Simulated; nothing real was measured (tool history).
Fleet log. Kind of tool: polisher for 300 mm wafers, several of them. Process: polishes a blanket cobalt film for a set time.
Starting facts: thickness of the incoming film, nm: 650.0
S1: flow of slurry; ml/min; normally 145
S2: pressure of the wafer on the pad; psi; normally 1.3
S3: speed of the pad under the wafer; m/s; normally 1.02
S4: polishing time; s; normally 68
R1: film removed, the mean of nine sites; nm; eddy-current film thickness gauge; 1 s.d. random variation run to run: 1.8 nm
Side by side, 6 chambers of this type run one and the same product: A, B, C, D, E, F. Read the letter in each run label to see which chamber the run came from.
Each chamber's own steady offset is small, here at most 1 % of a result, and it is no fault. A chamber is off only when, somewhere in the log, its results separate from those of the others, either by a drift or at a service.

{"run": "1D", "hour": 5.7, "S1": 145, "S2": 1.3, "S3": 1.02, "S4": 68, "R1": 238.48}
{"run": "2A", "hour": 9.9, "S1": 145, "S2": 1.3, "S3": 1.02, "S4": 68, "R1": 234.1}
{"run": "3F", "hour": 13.8, "S1": 145, "S2": 1.3, "S3": 1.02, "S4": 68, "R1": 238.89}
{"run": "4E", "hour": 19.9, "S1": 145, "S2": 1.3, "S3": 1.02, "S4": 68, "R1": 242.72}
{"run": "5C", "hour": 24.7, "S1": 145, "S2": 1.3, "S3": 1.02, "S4": 68, "R1": 237.73}
{"run": "6B", "hour": 28.6, "S1": 145, "S2": 1.3, "S3": 1.02, "S4": 68, "R1": 238.36}
{"run": "7F", "hour": 31.6, "S1": 145, "S2": 1.3, "S3": 1.02, "S4": 68, "R1": 239.56}
{"run": "8C", "hour": 35.2, "S1": 145, "S2": 1.3, "S3": 1.02, "S4": 68, "R1": 235.73}
{"run": "9D", "hour": 41.1, "S1": 145, "S2": 1.3, "S3": 1.02, "S4": 68, "R1": 237.2}
{"hour": 42.9, "done": "chamber B: worn pad replaced by a new one"}
{"run": "10E", "hour": 47.1, "S1": 145, "S2": 1.3, "S3": 1.02, "S4": 68, "R1": 240.32}
{"run": "11B", "hour": 51.0, "S1": 145, "S2": 1.3, "S3": 1.02, "S4": 68, "R1": 237.57}
{"hour": 52.0, "done": "chamber E: worn pad replaced by a new one"}
{"run": "12A", "hour": 55.9, "S1": 145, "S2": 1.3, "S3": 1.02, "S4": 68, "R1": 236.88}
{"run": "13B", "hour": 59.6, "S1": 145, "S2": 1.3, "S3": 1.02, "S4": 68, "R1": 236.91}
{"run": "14F", "hour": 64.8, "S1": 145, "S2": 1.3, "S3": 1.02, "S4": 68, "R1": 237.74}
{"run": "15C", "hour": 69.7, "S1": 145, "S2": 1.3, "S3": 1.02, "S4": 68, "R1": 233.63}
{"run": "16A", "hour": 74.2, "S1": 145, "S2": 1.3, "S3": 1.02, "S4": 68, "R1": 233.28}
{"hour": 74.9, "done": "chamber F: worn pad replaced by a new one"}
{"run": "17D", "hour": 77.6, "S1": 145, "S2": 1.3, "S3": 1.02, "S4": 68, "R1": 234.64}
{"run": "18E", "hour": 83.2, "S1": 145, "S2": 1.3, "S3": 1.02, "S4": 68, "R1": 241.61}
{"run": "19D", "hour": 90.0, "S1": 145, "S2": 1.3, "S3": 1.02, "S4": 68, "R1": 233.75}
{"run": "20E", "hour": 95.1, "S1": 145, "S2": 1.3, "S3": 1.02, "S4": 68, "R1": 238.56}
{"run": "21C", "hour": 100.7, "S1": 145, "S2": 1.3, "S3": 1.02, "S4": 68, "R1": 236.3}
{"run": "22A", "hour": 105.4, "S1": 145, "S2": 1.3, "S3": 1.02, "S4": 68, "R1": 239.17}
{"run": "23F", "hour": 110.1, "S1": 145, "S2": 1.7, "S3": 1.02, "S4": 82, "R1": 372.62}
{"hour": 114.8, "done": "chamber C: worn pad replaced by a new one"}
{"run": "24B", "hour": 116.5, "S1": 145, "S2": 1.7, "S3": 1.02, "S4": 82, "R1": 369.38}
{"run": "25D", "hour": 120.0, "S1": 145, "S2": 1.7, "S3": 1.02, "S4": 82, "R1": 366.15}
{"hour": 123.7, "done": "chamber A: worn pad replaced by a new one"}
{"run": "26C", "hour": 124.5, "S1": 145, "S2": 1.7, "S3": 1.02, "S4": 82, "R1": 370.01}
{"run": "27F", "hour": 129.9, "S1": 145, "S2": 1.7, "S3": 1.02, "S4": 82, "R1": 375.34}
{"run": "28B", "hour": 134.5, "S1": 145, "S2": 1.7, "S3": 1.02, "S4": 82, "R1": 371.96}
{"run": "29A", "hour": 137.7, "S1": 145, "S2": 1.3, "S3": 1.02, "S4": 68, "R1": 234.56}
{"hour": 144.3, "done": "chamber F: slurry nozzle cleaned"}
{"run": "30E", "hour": 144.4, "S1": 145, "S2": 1.3, "S3": 1.02, "S4": 68, "R1": 239.55}
{"run": "31A", "hour": 149.5, "S1": 145, "S2": 1.3, "S3": 1.02, "S4": 68, "R1": 234.83}
{"hour": 151.9, "done": "chamber B: slurry nozzle cleaned"}
{"run": "32C", "hour": 154.9, "S1": 145, "S2": 1.3, "S3": 1.02, "S4": 68, "R1": 237.88}
{"run": "33E", "hour": 160.8, "S1": 145, "S2": 1.3, "S3": 1.02, "S4": 68, "R1": 238.78}
{"run": "34B", "hour": 166.7, "S1": 145, "S2": 1.3, "S3": 1.02, "S4": 68, "R1": 235.67}
{"run": "35D", "hour": 169.7, "S1": 145, "S2": 1.3, "S3": 1.02, "S4": 68, "R1": 228.42}
{"run": "36F", "hour": 174.7, "S1": 145, "S2": 1.3, "S3": 1.02, "S4": 68, "R1": 241.79}
{"run": "37A", "hour": 180.8, "S1": 145, "S2": 1.3, "S3": 1.02, "S4": 68, "R1": 235.31}
{"run": "38D", "hour": 186.6, "S1": 175, "S2": 0.9, "S3": 1.02, "S4": 68, "R1": 160.13}
{"run": "39B", "hour": 190.3, "S1": 175, "S2": 0.9, "S3": 1.02, "S4": 68, "R1": 169.48}
{"run": "40E", "hour": 196.0, "S1": 175, "S2": 0.9, "S3": 1.02, "S4": 68, "R1": 169.71}
{"run": "41F", "hour": 201.2, "S1": 175, "S2": 0.9, "S3": 1.02, "S4": 68, "R1": 169.99}
{"run": "42C", "hour": 206.5, "S1": 175, "S2": 0.9, "S3": 1.02, "S4": 68, "R1": 171.95}

Each of the 6 chambers runs these same settings next. Fill in every chamber's results:
{"run": "43A", "hour": 211.5, "S1": 145, "S2": 1, "S3": 1.02, "S4": 68, "R1": "?"}
{"run": "43B", "hour": 211.5, "S1": 145, "S2": 1, "S3": 1.02, "S4": 68, "R1": "?"}
{"run": "43C", "hour": 211.5, "S1": 145, "S2": 1, "S3": 1.02, "S4": 68, "R1": "?"}
{"run": "43D", "hour": 211.5, "S1": 145, "S2": 1, "S3": 1.02, "S4": 68, "R1": "?"}
{"run": "43E", "hour": 211.5, "S1": 145, "S2": 1, "S3": 1.02, "S4": 68, "R1": "?"}
{"run": "43F", "hour": 211.5, "S1": 145, "S2": 1, "S3": 1.02, "S4": 68, "R1": "?"}

run=43A R1=181.69
run=43B R1=181.78
run=43C R1=181.18
run=43D R1=171.01
run=43E R1=182.34
run=43F R1=181.8
